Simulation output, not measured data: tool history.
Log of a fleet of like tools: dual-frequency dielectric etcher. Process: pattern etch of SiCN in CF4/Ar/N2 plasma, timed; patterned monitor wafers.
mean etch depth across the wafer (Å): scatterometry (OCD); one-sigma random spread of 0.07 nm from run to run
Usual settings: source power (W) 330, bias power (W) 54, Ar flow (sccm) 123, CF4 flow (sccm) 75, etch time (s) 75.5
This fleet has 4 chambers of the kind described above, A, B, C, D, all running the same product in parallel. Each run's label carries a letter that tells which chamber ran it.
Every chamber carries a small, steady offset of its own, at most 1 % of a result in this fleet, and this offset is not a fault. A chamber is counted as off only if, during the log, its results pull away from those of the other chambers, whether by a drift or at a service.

run,hour,source power (W),bias power (W),Ar flow (sccm),CF4 flow (sccm),etch time (s),hours since the last wet clean,hours since the last source power generator calibration,hours since the last bias power generator calibration,hours since the last Ar flow controller change,hours since the last CF4 flow controller change,"read-back reference wafer on the same gauge, depth_nm",mean etch depth across the wafer (Å)
1D,8.1,330,54,123,75,75.5,207.1,1088.1,1331.9,1068.9,1870.0,50.585,440.83
2B,14.9,330,54,123,75,75.5,207.6,952.6,3451.7,4695.1,702.9,50.605,443.23
3C,19.0,330,54,123,75,75.5,266.7,258.7,76.4,3182.7,1460.6,50.655,437.66
4A,22.7,330,54,123,75,75.5,196.1,250.5,2449.1,1178.3,1729.0,50.626,441.50
5D,28.7,330,54,123,75,75.5,227.7,1108.7,1352.5,1089.5,1890.6,50.662,441.91
6B,36.6,330,54,123,75,75.5,229.3,974.3,3473.4,4716.8,724.6,50.673,442.37
7C,43.3,330,54,123,75,75.5,291.0,283.0,100.7,3207.0,1484.9,50.671,437.38
8A,47.0,330,54,123,75,75.5,220.4,274.8,2473.4,1202.6,1753.3,50.674,442.41
9C,54.7,330,54,123,75,75.5,302.4,294.4,112.1,3218.4,1496.3,50.705,437.09
10B,59.8,330,54,123,75,75.5,252.5,997.5,3496.6,4740.0,747.8,50.706,443.66
11A,65.1,330,54,123,75,75.5,238.5,292.9,2491.5,1220.7,1771.4,50.698,441.41
# hour 69.8: chamber D: CF4 flow controller replaced
12D,71.9,330,54,123,75,75.5,270.9,1151.9,1395.7,1132.7,2.1,50.718,441.70
13D,76.9,330,54,123,75,75.5,275.9,1156.9,1400.7,1137.7,7.1,50.723,441.71
14B,83.0,330,54,123,75,75.5,275.7,1020.7,3519.8,4763.2,771.0,50.732,444.14
15A,89.3,330,54,123,75,75.5,262.7,317.1,2515.7,1244.9,1795.6,50.755,441.08
16C,96.2,330,54,123,75,75.5,343.9,335.9,153.6,3259.9,1537.8,50.783,439.05
17C,101.0,330,54,123,75,75.5,348.7,340.7,158.4,3264.7,1542.6,50.771,437.66
18B,106.2,330,65,123,92,75.5,298.9,1043.9,3543.0,4786.4,794.2,50.764,489.00
19A,113.7,330,65,123,92,75.5,287.1,341.5,2540.1,1269.3,1820.0,50.779,487.32
20D,118.7,330,65,123,92,75.5,317.7,1198.7,1442.5,1179.5,48.9,50.816,485.63
# hour 124.1: chamber B: Ar flow controller replaced
21A,126.0,330,65,123,92,75.5,299.4,353.8,2552.4,1281.6,1832.3,50.818,487.24
# hour 130.2: chamber C: wet clean of the chamber
22B,134.2,330,54,123,75,75.5,326.9,1071.9,3571.0,10.1,822.2,50.819,444.86
# hour 135.9: chamber B: wet clean of the chamber
23D,141.2,300,54,123,75,94.0,340.2,1221.2,1465.0,1202.0,71.4,50.811,507.16
24C,145.0,300,54,123,75,94.0,14.8,384.7,202.4,3308.7,1586.6,50.841,500.88
25B,151.6,300,54,123,75,94.0,15.7,1089.3,3588.4,27.5,839.6,50.853,509.20
26A,159.4,300,54,123,75,94.0,332.8,387.2,2585.8,1315.0,1865.7,50.861,507.58
27D,165.8,330,54,123,75,75.5,364.8,1245.8,1489.6,1226.6,96.0,50.887,443.17
28C,170.8,330,54,123,75,75.5,40.6,410.5,228.2,3334.5,1612.4,50.865,438.47
29A,177.4,400,41,123,75,75.5,350.8,405.2,2603.8,1333.0,1883.7,50.899,483.68
30C,184.8,400,41,123,75,75.5,54.6,424.5,242.2,3348.5,1626.4,50.906,476.57
31B,192.9,400,41,123,75,75.5,57.0,1130.6,3629.7,68.8,880.9,50.924,484.46
32D,196.9,400,41,123,75,75.5,395.9,1276.9,1520.7,1257.7,127.1,50.904,479.88

Has any chamber moved away from the others, gradually or after a service, or does the common gauge drift, or do the chambers differ only by their own small steady offsets? State the chamber and the most likely cause if one applies.

It is the gauge, not a chamber: its drift shows up in every chamber's results at once, and no chamber is off.
Cause: gauge reads high (%) = 0.662.

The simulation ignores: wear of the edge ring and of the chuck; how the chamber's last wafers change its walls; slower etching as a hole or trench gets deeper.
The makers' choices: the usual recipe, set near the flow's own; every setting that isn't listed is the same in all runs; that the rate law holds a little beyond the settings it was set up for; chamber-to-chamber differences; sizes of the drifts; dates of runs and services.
